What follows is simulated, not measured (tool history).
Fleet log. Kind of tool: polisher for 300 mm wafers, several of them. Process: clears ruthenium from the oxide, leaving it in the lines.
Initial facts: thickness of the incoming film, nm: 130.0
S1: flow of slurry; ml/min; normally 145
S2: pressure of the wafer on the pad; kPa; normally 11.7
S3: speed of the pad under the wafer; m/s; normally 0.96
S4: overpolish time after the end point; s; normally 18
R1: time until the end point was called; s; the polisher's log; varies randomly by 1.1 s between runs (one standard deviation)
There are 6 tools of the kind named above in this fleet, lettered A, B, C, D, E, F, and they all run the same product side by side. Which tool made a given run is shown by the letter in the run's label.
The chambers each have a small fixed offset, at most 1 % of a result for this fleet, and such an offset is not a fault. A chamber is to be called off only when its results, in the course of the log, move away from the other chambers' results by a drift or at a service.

run 1E hour=6 | S1=145 S2=11.7 S3=0.96 S4=18 | R1=121.51
-- hour=8.6 chamber B: worn pad replaced by a new one
run 2C hour=10.1 | S1=145 S2=11.7 S3=0.96 S4=18 | R1=120.56
run 3D hour=13.1 | S1=145 S2=11.7 S3=0.96 S4=18 | R1=120.43
run 4B hour=18.3 | S1=145 S2=11.7 S3=0.96 S4=18 | R1=124.8
run 5F hour=22.3 | S1=145 S2=11.7 S3=0.96 S4=18 | R1=124.62
run 6A hour=28 | S1=145 S2=11.7 S3=0.96 S4=18 | R1=123.24
run 7E hour=34.7 | S1=145 S2=11.7 S3=0.96 S4=18 | R1=122.01
run 8B hour=40.1 | S1=145 S2=11.7 S3=0.96 S4=18 | R1=122.62
run 9D hour=45.4 | S1=145 S2=11.7 S3=0.96 S4=18 | R1=122.52
-- hour=49.7 chamber C: worn pad replaced by a new one
run 10C hour=51.8 | S1=145 S2=11.7 S3=0.96 S4=18 | R1=118.98
run 11A hour=57.2 | S1=145 S2=11.7 S3=0.96 S4=18 | R1=120.99
run 12F hour=62.3 | S1=145 S2=11.7 S3=0.96 S4=18 | R1=123.4
-- hour=63.5 chamber F: slurry nozzle cleaned
-- hour=63.9 chamber F: head pressure recalibrated
run 13D hour=68.1 | S1=145 S2=11.7 S3=0.96 S4=18 | R1=123.13
run 14B hour=72.9 | S1=145 S2=11.7 S3=0.96 S4=18 | R1=122.21
run 15F hour=77.9 | S1=145 S2=11.7 S3=0.96 S4=18 | R1=121.96
run 16E hour=82.6 | S1=145 S2=11.7 S3=0.96 S4=18 | R1=122.32
run 17A hour=86.5 | S1=130 S2=9 S3=0.96 S4=18 | R1=164.93
run 18C hour=91.9 | S1=130 S2=9 S3=0.96 S4=18 | R1=161.29
run 19B hour=96.8 | S1=130 S2=9 S3=0.96 S4=18 | R1=161.9
-- hour=97.4 chamber E: worn pad replaced by a new one
-- hour=99.8 chamber D: worn pad replaced by a new one
run 20E hour=101.7 | S1=130 S2=9 S3=0.96 S4=18 | R1=163.57
run 21D hour=106.3 | S1=130 S2=9 S3=0.96 S4=18 | R1=163.23
-- hour=111.8 chamber B: slurry nozzle cleaned
run 22F hour=111.8 | S1=130 S2=9 S3=0.96 S4=18 | R1=167.91
run 23A hour=117.2 | S1=145 S2=11.7 S3=1.08 S4=18 | R1=108.52
-- hour=119.9 chamber C: slurry nozzle cleaned
run 24C hour=123.9 | S1=145 S2=11.7 S3=1.08 S4=18 | R1=108.14
-- hour=126 chamber A: worn pad replaced by a new one
run 25B hour=130.7 | S1=145 S2=11.7 S3=1.08 S4=18 | R1=107.13
run 26C hour=134.2 | S1=145 S2=11.7 S3=1.08 S4=18 | R1=108.59
run 27F hour=138.9 | S1=145 S2=11.7 S3=1.08 S4=18 | R1=112.63
-- hour=141.9 chamber C: worn pad replaced by a new one
run 28A hour=141.9 | S1=145 S2=11.7 S3=1.08 S4=18 | R1=108.52
run 29D hour=147.8 | S1=145 S2=11.7 S3=0.96 S4=18 | R1=121.82
-- hour=148.6 chamber B: worn pad replaced by a new one
run 30E hour=152.5 | S1=145 S2=11.7 S3=0.96 S4=18 | R1=120.4
run 31E hour=157 | S1=145 S2=11.7 S3=0.96 S4=18 | R1=122.1
-- hour=157.5 chamber D: head pressure recalibrated
run 32F hour=163.2 | S1=145 S2=11.7 S3=0.96 S4=18 | R1=126.59
run 33B hour=169 | S1=145 S2=11.7 S3=0.96 S4=18 | R1=120.81
run 34D hour=174.7 | S1=145 S2=11.7 S3=0.96 S4=18 | R1=121.71
run 35C hour=181.1 | S1=145 S2=11.7 S3=0.64 S4=11 | R1=181.59
-- hour=184.9 chamber E: head pressure recalibrated
run 36A hour=186.6 | S1=145 S2=11.7 S3=0.64 S4=11 | R1=185.28
run 37F hour=190.4 | S1=145 S2=11.7 S3=0.64 S4=11 | R1=195.44
run 38E hour=196.5 | S1=145 S2=11.7 S3=0.64 S4=11 | R1=184.33

For the next run the whole fleet of 6 chambers uses the same settings. Give each chamber's results:
run 39A hour=201.4 | S1=145 S2=11.7 S3=0.96 S4=18 | R1=?
run 39B hour=201.4 | S1=145 S2=11.7 S3=0.96 S4=18 | R1=?
run 39C hour=201.4 | S1=145 S2=11.7 S3=0.96 S4=18 | R1=?
run 39D hour=201.4 | S1=145 S2=11.7 S3=0.96 S4=18 | R1=?
run 39E hour=201.4 | S1=145 S2=11.7 S3=0.96 S4=18 | R1=?
run 39F hour=201.4 | S1=145 S2=11.7 S3=0.96 S4=18 | R1=?

run=39A R1=123.11
run=39B R1=121.07
run=39C R1=120.83
run=39D R1=123.28
run=39E R1=122.2
run=39F R1=131.14
